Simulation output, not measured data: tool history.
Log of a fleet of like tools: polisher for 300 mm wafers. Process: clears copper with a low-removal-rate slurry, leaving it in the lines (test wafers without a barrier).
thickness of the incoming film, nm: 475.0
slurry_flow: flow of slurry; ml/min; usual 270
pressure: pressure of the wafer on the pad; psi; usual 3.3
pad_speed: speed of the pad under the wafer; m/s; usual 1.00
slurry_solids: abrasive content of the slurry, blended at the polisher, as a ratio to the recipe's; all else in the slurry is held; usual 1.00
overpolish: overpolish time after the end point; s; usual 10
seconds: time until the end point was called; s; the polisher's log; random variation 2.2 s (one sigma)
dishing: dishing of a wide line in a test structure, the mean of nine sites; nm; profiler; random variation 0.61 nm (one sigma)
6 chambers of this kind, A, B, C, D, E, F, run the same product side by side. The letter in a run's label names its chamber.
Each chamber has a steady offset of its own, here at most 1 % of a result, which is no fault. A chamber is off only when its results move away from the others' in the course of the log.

run   hour  slurry_flow  pressure  pad_speed  slurry_solids  overpolish  seconds  dishing
 1C    9.4          270       3.3       1.00           1.00          10  128.760   27.558
      20.0  -- chamber D: worn pad replaced by a new one
 2D   23.3          270       3.3       1.00           1.00          10  128.970   26.512
      30.2  -- chamber D: head pressure recalibrated
 3B   31.9          270       3.3       1.00           1.00          10  130.600   27.572
      33.8  -- chamber A: worn pad replaced by a new one
      34.0  -- chamber E: head pressure recalibrated
 4F   43.2          270       3.3       1.00           1.00          10  131.400   27.625
      45.2  -- chamber E: worn pad replaced by a new one
 5E   54.3          270       3.3       1.00           1.00          10  127.570   27.365
 6A   62.7          270       3.3       1.00           1.00          10  125.330   27.145
      62.9  -- chamber E: slurry blender recalibrated
 7E   72.7          205       3.3       1.00           1.00          10  135.550   26.074
      80.1  -- chamber C: slurry blender recalibrated
 8F   86.2          205       3.3       1.00           1.00          10  137.420   25.960
 9B   93.4          205       3.3       1.00           1.00          10  139.400   26.121
10A  100.4          205       3.3       1.00           1.00          10  131.920   25.556
     101.7  -- chamber B: slurry nozzle cleaned
     111.6  -- chamber F: worn pad replaced by a new one
11C  112.1          205       3.3       1.00           1.00          10  135.420   26.453
12D  123.2          205       3.3       1.00           1.00          10  134.960   26.546
     128.6  -- chamber A: slurry blender recalibrated
     130.7  -- chamber C: worn pad replaced by a new one
13A  137.4          270       3.3       1.34           1.00          10   96.961   33.667
14F  145.9          270       3.3       1.34           1.00          10   98.083   36.466
     151.8  -- chamber D: slurry blender recalibrated
15C  152.4          270       3.3       1.34           1.00          10   97.430   35.110
     165.0  -- chamber A: worn pad replaced by a new one
16D  165.8          270       3.3       1.34           1.00          10   98.971   33.899
17B  178.8          270       3.3       1.34           1.00          10  102.650   33.342
18E  190.4          270       3.3       1.34           1.00          10   94.973   35.101
19E  197.2          270       3.3       1.00           1.00          10  130.060   28.058
     201.1  -- chamber B: slurry blender recalibrated
20D  209.9          270       3.3       1.00           1.00          10  134.840   27.505
21C  224.4          270       3.3       1.00           1.00          10  130.170   26.337
     233.3  -- chamber E: slurry blender recalibrated
22F  238.4          215       3.3       1.00           1.00          10  130.910   26.846
     246.7  -- chamber D: slurry nozzle cleaned
23A  251.9          215       3.3       1.00           1.00          10  133.410   27.128
     257.0  -- chamber F: worn pad replaced by a new one
     257.3  -- chamber E: slurry nozzle cleaned
24B  265.2          215       3.3       1.00           1.00          10  139.930   24.685
     277.7  -- chamber A: slurry blender recalibrated
25F  279.5          215       3.3       1.00           1.00          10  136.420   27.579
     281.7  -- chamber F: slurry nozzle cleaned
     284.6  -- chamber A: worn pad replaced by a new one
26A  292.8          215       3.3       1.00           1.00          10  130.860   26.982
     297.2  -- chamber C: slurry blender recalibrated
27B  306.9          215       3.3       1.00           1.00          10  149.480   25.755
28D  318.8          270       3.3       1.00           1.25          10  121.710   28.832
     328.1  -- chamber D: worn pad replaced by a new one
29E  328.3          270       3.3       1.00           1.25          10  122.160   28.102
30C  335.5          270       3.3       1.00           1.25          10  125.060   27.232
     335.7  -- chamber B: head pressure recalibrated
     349.2  -- chamber E: worn pad replaced by a new one
31E  349.7          270       3.3       1.00           1.25          10  125.920   29.011
     360.4  -- chamber F: slurry blender recalibrated
32A  361.0          270       3.3       1.00           1.25          10  123.230   28.061
33F  367.7          270       3.3       1.00           1.25          10  123.700   28.573
34D  380.6          305       3.3       1.00           1.00          10  132.000   28.552
35C  391.9          305       3.3       1.00           1.00          10  131.490   27.011
36B  405.7          305       3.3       1.00           1.00          10  143.620   25.832

Next, every chamber runs the same settings. What will each give?
37A  416.2          270       3.3       1.00           1.00          14        ?        ?
37B  416.2          270       3.3       1.00           1.00          14        ?        ?
37C  416.2          270       3.3       1.00           1.00          14        ?        ?
37D  416.2          270       3.3       1.00           1.00          14        ?        ?
37E  416.2          270       3.3       1.00           1.00          14        ?        ?
37F  416.2          270       3.3       1.00           1.00          14        ?        ?

run  seconds  dishing
37A  131.330   36.693
37B  146.030   34.850
37C  129.810   38.459
37D  129.480   36.638
37E  130.650   37.032
37F  132.400   36.939
